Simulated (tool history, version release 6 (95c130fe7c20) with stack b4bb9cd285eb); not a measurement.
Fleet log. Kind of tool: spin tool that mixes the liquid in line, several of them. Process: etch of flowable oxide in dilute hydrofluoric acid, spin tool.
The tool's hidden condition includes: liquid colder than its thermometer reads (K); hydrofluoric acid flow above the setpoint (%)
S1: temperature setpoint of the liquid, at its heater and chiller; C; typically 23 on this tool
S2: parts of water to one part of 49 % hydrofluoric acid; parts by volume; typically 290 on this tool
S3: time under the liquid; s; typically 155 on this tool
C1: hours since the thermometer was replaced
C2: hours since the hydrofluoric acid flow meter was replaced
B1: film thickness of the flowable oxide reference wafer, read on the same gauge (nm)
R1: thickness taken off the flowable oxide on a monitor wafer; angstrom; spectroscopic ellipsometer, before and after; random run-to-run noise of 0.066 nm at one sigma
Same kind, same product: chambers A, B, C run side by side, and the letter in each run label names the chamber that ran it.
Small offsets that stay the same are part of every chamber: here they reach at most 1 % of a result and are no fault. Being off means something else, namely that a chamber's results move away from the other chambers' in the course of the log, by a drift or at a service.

run,day,S1,S2,S3,C1,C2,B1,R1
1A,0.429,23,290,155,455.7,623.5,120.02,146.44
2B,0.775,23,290,155,737.2,819.3,119.99,145.45
# day 0.871: chamber B: thermometer replaced
3C,1.288,23,290,155,993.3,706.3,119.98,145.61
# day 1.621: chamber C: thermometer replaced
4C,1.8,23,290,155,4.3,718.6,119.98,146.55
5B,2.267,23,290,155,33.5,855.1,120.03,144.88
6A,2.871,23,290,155,514.3,682.1,120.01,146.3
7C,3.396,23,290,155,42.6,756.9,120,147.35
8B,3.692,23,290,155,67.7,889.3,120.01,143.99
9A,4.004,23,290,155,541.5,709.3,120.01,146.48
10C,4.492,23,290,155,68.9,783.2,119.98,146.98
11A,5.038,23,290,155,566.3,734.1,119.98,145.96
12B,5.612,23,290,155,113.8,935.4,120.03,145.62
13A,6.054,23,290,155,590.7,758.5,120,145.34
14C,6.362,23,290,155,113.8,828.1,120,146.05
15B,6.892,23,290,155,144.5,966.1,120,144
16C,7.367,23,290,155,137.9,852.2,120.04,145.5
17A,7.758,23,290,155,631.6,799.4,120.02,143.79
18B,8.296,23,290,155,178.2,999.8,119.99,145.07
19A,8.75,23,290,155,655.4,823.2,120,141.26
20B,9.021,23,290,155,195.6,1017.2,119.99,144.56
21C,9.438,23,290,205,187.6,901.9,119.99,193.47
22B,9.858,23,290,205,215.7,1037.3,120,191.38
23A,10.442,23,290,205,696,863.8,120.01,186.74
24C,10.95,25,290,155,223.9,938.2,120,156.02
25B,11.288,25,290,155,250,1071.6,120.02,155.7
26A,11.6,25,290,155,723.8,891.6,120.01,151.03
27C,11.983,23,290,155,248.7,963,120.01,146.18
28C,12.592,23,290,155,263.3,977.6,120.01,146.14
29B,13.071,23,290,155,292.8,1114.4,119.99,144.56
30A,13.454,23,180,65,768.3,936.1,120,106.03
31A,13.896,23,180,65,778.9,946.7,119.99,105.12
32C,14.342,23,180,65,305.3,1019.6,119.99,112.44
33B,14.925,23,290,155,337.3,1158.9,120,145.03

Next, all 3 chambers run the settings below, one line each with question marks for the results. What does each chamber give?
34A,15.362,23,290,230,,,,?
34B,15.362,23,290,230,,,,?
34C,15.362,23,290,230,,,,?

run,R1
34A,205.69
34B,215.44
34C,217.34
